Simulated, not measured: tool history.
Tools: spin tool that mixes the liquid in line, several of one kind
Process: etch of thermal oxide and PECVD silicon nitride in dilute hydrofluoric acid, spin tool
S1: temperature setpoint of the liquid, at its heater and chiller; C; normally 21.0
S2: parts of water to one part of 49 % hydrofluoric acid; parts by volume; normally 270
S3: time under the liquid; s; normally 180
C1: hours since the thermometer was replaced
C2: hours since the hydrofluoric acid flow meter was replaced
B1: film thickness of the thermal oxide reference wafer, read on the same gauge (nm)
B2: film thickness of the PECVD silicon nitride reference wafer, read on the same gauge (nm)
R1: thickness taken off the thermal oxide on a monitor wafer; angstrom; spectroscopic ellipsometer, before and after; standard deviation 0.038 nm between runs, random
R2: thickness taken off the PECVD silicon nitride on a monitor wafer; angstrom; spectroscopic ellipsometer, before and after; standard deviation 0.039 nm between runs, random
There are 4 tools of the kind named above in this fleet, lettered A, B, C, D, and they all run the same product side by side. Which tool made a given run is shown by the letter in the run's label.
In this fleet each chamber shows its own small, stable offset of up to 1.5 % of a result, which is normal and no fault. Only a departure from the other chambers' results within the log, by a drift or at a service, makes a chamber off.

{"day": 0.033, "done": "chamber B: hydrofluoric acid flow meter replaced"}
{"run": "1C", "day": 0.254, "S1": 21.0, "S2": 270, "S3": 180, "C1": 163.1, "C2": 901.7, "B1": 30.015, "B2": 139.97, "R1": 22.485, "R2": 31.289}
{"run": "2B", "day": 0.538, "S1": 21.0, "S2": 270, "S3": 180, "C1": 196.1, "C2": 12.2, "B1": 30.039, "B2": 139.98, "R1": 22.889, "R2": 31.148}
{"run": "3A", "day": 0.888, "S1": 21.0, "S2": 270, "S3": 180, "C1": 1707.1, "C2": 1284.6, "B1": 29.988, "B2": 140.03, "R1": 22.673, "R2": 32.466}
{"run": "4D", "day": 1.171, "S1": 21.0, "S2": 270, "S3": 180, "C1": 2018.8, "C2": 912.3, "B1": 29.989, "B2": 140.0, "R1": 22.465, "R2": 31.748}
{"run": "5B", "day": 1.554, "S1": 21.0, "S2": 270, "S3": 180, "C1": 220.5, "C2": 36.6, "B1": 29.961, "B2": 139.99, "R1": 22.377, "R2": 31.572}
{"run": "6D", "day": 1.762, "S1": 21.0, "S2": 270, "S3": 180, "C1": 2033.0, "C2": 926.5, "B1": 29.997, "B2": 139.96, "R1": 23.767, "R2": 32.203}
{"run": "7C", "day": 2.138, "S1": 21.0, "S2": 270, "S3": 180, "C1": 208.3, "C2": 946.9, "B1": 29.97, "B2": 140.03, "R1": 23.184, "R2": 30.753}
{"run": "8A", "day": 2.558, "S1": 21.0, "S2": 375, "S3": 285, "C1": 1747.2, "C2": 1324.7, "B1": 30.005, "B2": 139.95, "R1": 24.06, "R2": 36.485}
{"run": "9B", "day": 2.771, "S1": 21.0, "S2": 375, "S3": 285, "C1": 249.7, "C2": 65.8, "B1": 30.034, "B2": 139.99, "R1": 23.289, "R2": 35.344}
{"run": "10D", "day": 3.221, "S1": 21.0, "S2": 375, "S3": 285, "C1": 2068.0, "C2": 961.5, "B1": 30.003, "B2": 140.01, "R1": 23.601, "R2": 35.985}
{"run": "11C", "day": 3.479, "S1": 21.0, "S2": 375, "S3": 285, "C1": 240.5, "C2": 979.1, "B1": 30.009, "B2": 140.05, "R1": 23.522, "R2": 36.042}
{"run": "12A", "day": 3.85, "S1": 21.0, "S2": 270, "S3": 180, "C1": 1778.2, "C2": 1355.7, "B1": 30.018, "B2": 140.02, "R1": 22.958, "R2": 31.555}
{"run": "13A", "day": 4.1, "S1": 21.0, "S2": 270, "S3": 180, "C1": 1784.2, "C2": 1361.7, "B1": 29.988, "B2": 139.98, "R1": 22.661, "R2": 31.559}
{"run": "14D", "day": 4.488, "S1": 21.0, "S2": 270, "S3": 180, "C1": 2098.4, "C2": 991.9, "B1": 30.014, "B2": 140.06, "R1": 24.078, "R2": 31.592}
{"run": "15C", "day": 4.783, "S1": 21.0, "S2": 270, "S3": 180, "C1": 271.8, "C2": 1010.4, "B1": 30.011, "B2": 139.96, "R1": 22.797, "R2": 30.923}
{"run": "16B", "day": 5.0, "S1": 21.0, "S2": 270, "S3": 125, "C1": 303.2, "C2": 119.3, "B1": 30.014, "B2": 139.99, "R1": 15.918, "R2": 21.596}
{"run": "17A", "day": 5.271, "S1": 21.0, "S2": 270, "S3": 125, "C1": 1812.3, "C2": 1389.8, "B1": 30.008, "B2": 139.99, "R1": 15.394, "R2": 22.628}
{"run": "18D", "day": 5.742, "S1": 21.0, "S2": 270, "S3": 125, "C1": 2128.5, "C2": 1022.0, "B1": 30.005, "B2": 140.06, "R1": 15.989, "R2": 22.083}
{"run": "19C", "day": 6.179, "S1": 21.0, "S2": 270, "S3": 125, "C1": 305.3, "C2": 1043.9, "B1": 29.993, "B2": 139.95, "R1": 15.915, "R2": 21.718}
{"run": "20B", "day": 6.558, "S1": 21.0, "S2": 175, "S3": 115, "C1": 340.6, "C2": 156.7, "B1": 30.039, "B2": 140.0, "R1": 24.944, "R2": 30.945}
{"run": "21B", "day": 7.0, "S1": 21.0, "S2": 175, "S3": 115, "C1": 351.2, "C2": 167.3, "B1": 30.009, "B2": 139.97, "R1": 25.651, "R2": 31.184}
{"run": "22A", "day": 7.408, "S1": 21.0, "S2": 175, "S3": 115, "C1": 1863.6, "C2": 1441.1, "B1": 29.982, "B2": 140.01, "R1": 24.225, "R2": 31.518}
{"run": "23D", "day": 7.871, "S1": 21.0, "S2": 175, "S3": 115, "C1": 2179.6, "C2": 1073.1, "B1": 30.012, "B2": 140.03, "R1": 24.586, "R2": 30.844}
{"run": "24C", "day": 8.329, "S1": 21.0, "S2": 270, "S3": 180, "C1": 356.9, "C2": 1095.5, "B1": 29.987, "B2": 140.06, "R1": 21.984, "R2": 30.617}
{"run": "25A", "day": 8.767, "S1": 21.0, "S2": 270, "S3": 180, "C1": 1896.2, "C2": 1473.7, "B1": 30.024, "B2": 139.96, "R1": 21.884, "R2": 30.867}
{"day": 8.825, "done": "chamber C: hydrofluoric acid flow meter replaced"}
{"run": "26B", "day": 9.15, "S1": 21.0, "S2": 270, "S3": 180, "C1": 402.8, "C2": 218.9, "B1": 30.016, "B2": 140.01, "R1": 22.762, "R2": 31.679}
{"run": "27D", "day": 9.408, "S1": 21.0, "S2": 270, "S3": 260, "C1": 2216.5, "C2": 1110.0, "B1": 30.026, "B2": 139.99, "R1": 33.559, "R2": 46.224}
{"run": "28C", "day": 9.817, "S1": 21.0, "S2": 270, "S3": 260, "C1": 392.6, "C2": 23.8, "B1": 30.037, "B2": 140.0, "R1": 33.221, "R2": 44.491}
{"run": "29B", "day": 10.242, "S1": 21.0, "S2": 270, "S3": 260, "C1": 429.0, "C2": 245.1, "B1": 30.001, "B2": 140.01, "R1": 33.015, "R2": 45.258}
{"run": "30C", "day": 10.65, "S1": 21.0, "S2": 270, "S3": 260, "C1": 412.6, "C2": 43.8, "B1": 29.965, "B2": 140.04, "R1": 33.157, "R2": 46.018}
{"run": "31A", "day": 11.038, "S1": 21.0, "S2": 270, "S3": 180, "C1": 1950.7, "C2": 1528.2, "B1": 29.988, "B2": 139.94, "R1": 21.014, "R2": 30.766}
{"run": "32D", "day": 11.379, "S1": 21.0, "S2": 190, "S3": 180, "C1": 2263.8, "C2": 1157.3, "B1": 30.027, "B2": 140.02, "R1": 35.497, "R2": 44.362}
{"run": "33A", "day": 11.817, "S1": 21.0, "S2": 190, "S3": 180, "C1": 1969.4, "C2": 1546.9, "B1": 29.995, "B2": 140.0, "R1": 32.319, "R2": 42.686}
{"run": "34B", "day": 12.079, "S1": 21.0, "S2": 190, "S3": 180, "C1": 473.1, "C2": 289.2, "B1": 29.988, "B2": 140.01, "R1": 35.675, "R2": 44.43}
{"run": "35D", "day": 12.35, "S1": 21.0, "S2": 190, "S3": 180, "C1": 2287.1, "C2": 1180.6, "B1": 30.019, "B2": 139.99, "R1": 35.439, "R2": 44.756}
{"run": "36C", "day": 12.633, "S1": 18.5, "S2": 270, "S3": 180, "C1": 460.2, "C2": 91.4, "B1": 30.005, "B2": 140.0, "R1": 21.034, "R2": 26.616}
{"run": "37C", "day": 12.95, "S1": 18.5, "S2": 270, "S3": 180, "C1": 467.8, "C2": 99.0, "B1": 30.002, "B2": 140.0, "R1": 20.769, "R2": 26.771}
{"run": "38A", "day": 13.283, "S1": 18.5, "S2": 270, "S3": 180, "C1": 2004.6, "C2": 1582.1, "B1": 29.994, "B2": 140.03, "R1": 18.85, "R2": 25.455}
{"run": "39B", "day": 13.571, "S1": 18.5, "S2": 270, "S3": 180, "C1": 508.9, "C2": 325.0, "B1": 29.992, "B2": 140.0, "R1": 20.884, "R2": 26.553}
{"run": "40D", "day": 14.021, "S1": 21.0, "S2": 270, "S3": 180, "C1": 2327.2, "C2": 1220.7, "B1": 29.99, "B2": 139.98, "R1": 22.727, "R2": 31.623}
{"run": "41A", "day": 14.258, "S1": 21.0, "S2": 270, "S3": 180, "C1": 2028.0, "C2": 1605.5, "B1": 30.01, "B2": 139.97, "R1": 19.969, "R2": 28.725}
{"run": "42B", "day": 14.562, "S1": 21.0, "S2": 270, "S3": 180, "C1": 532.7, "C2": 348.8, "B1": 30.021, "B2": 139.98, "R1": 22.511, "R2": 31.146}
{"run": "43D", "day": 14.783, "S1": 21.0, "S2": 270, "S3": 180, "C1": 2345.5, "C2": 1239.0, "B1": 30.005, "B2": 139.92, "R1": 22.448, "R2": 32.109}

Has any chamber moved away from the others, gradually or after a service, or does the common gauge drift, or do the chambers differ only by their own small steady offsets? State the chamber and the most likely cause if one applies.

Little by little, chamber A moves away from the other chambers.
Likeliest cause: hydrofluoric acid flow below the setpoint (%) = 11.5.

Here are 4 candidates for chamber A's next run, each the usual settings with a change, their results left as question marks. Which one brings its results back in line with what the others give on the usual settings?
In-line tolerance around the mean of the other chambers on the usual settings: R1 1.300 angstrom; R2 1.300 angstrom
{"run": "44A-1", "day": 15.125, "S1": 20.5, "S2": 240, "S3": 185, "R1": "?", "R2": "?"}
{"run": "44A-2", "day": 15.125, "S1": 20.0, "S2": 225, "S3": 190, "R1": "?", "R2": "?"}
{"run": "44A-3", "day": 15.125, "S1": 22.0, "S2": 320, "S3": 170, "R1": "?", "R2": "?"}
{"run": "44A-4", "day": 15.125, "S1": 21.5, "S2": 300, "S3": 175, "R1": "?", "R2": "?"}

The mean the other chambers reach with the usual settings: R1 22.860 angstrom; R2 31.406 angstrom
run=44A-1 R1=22.927 R2=31.625
run=44A-2 R1=25.071 R2=33.502
run=44A-3 R1=15.292 R2=24.065
run=44A-4 R1=16.851 R2=25.590
The right change is 44A-1: it brings the chamber back within the allowed miss of the others.

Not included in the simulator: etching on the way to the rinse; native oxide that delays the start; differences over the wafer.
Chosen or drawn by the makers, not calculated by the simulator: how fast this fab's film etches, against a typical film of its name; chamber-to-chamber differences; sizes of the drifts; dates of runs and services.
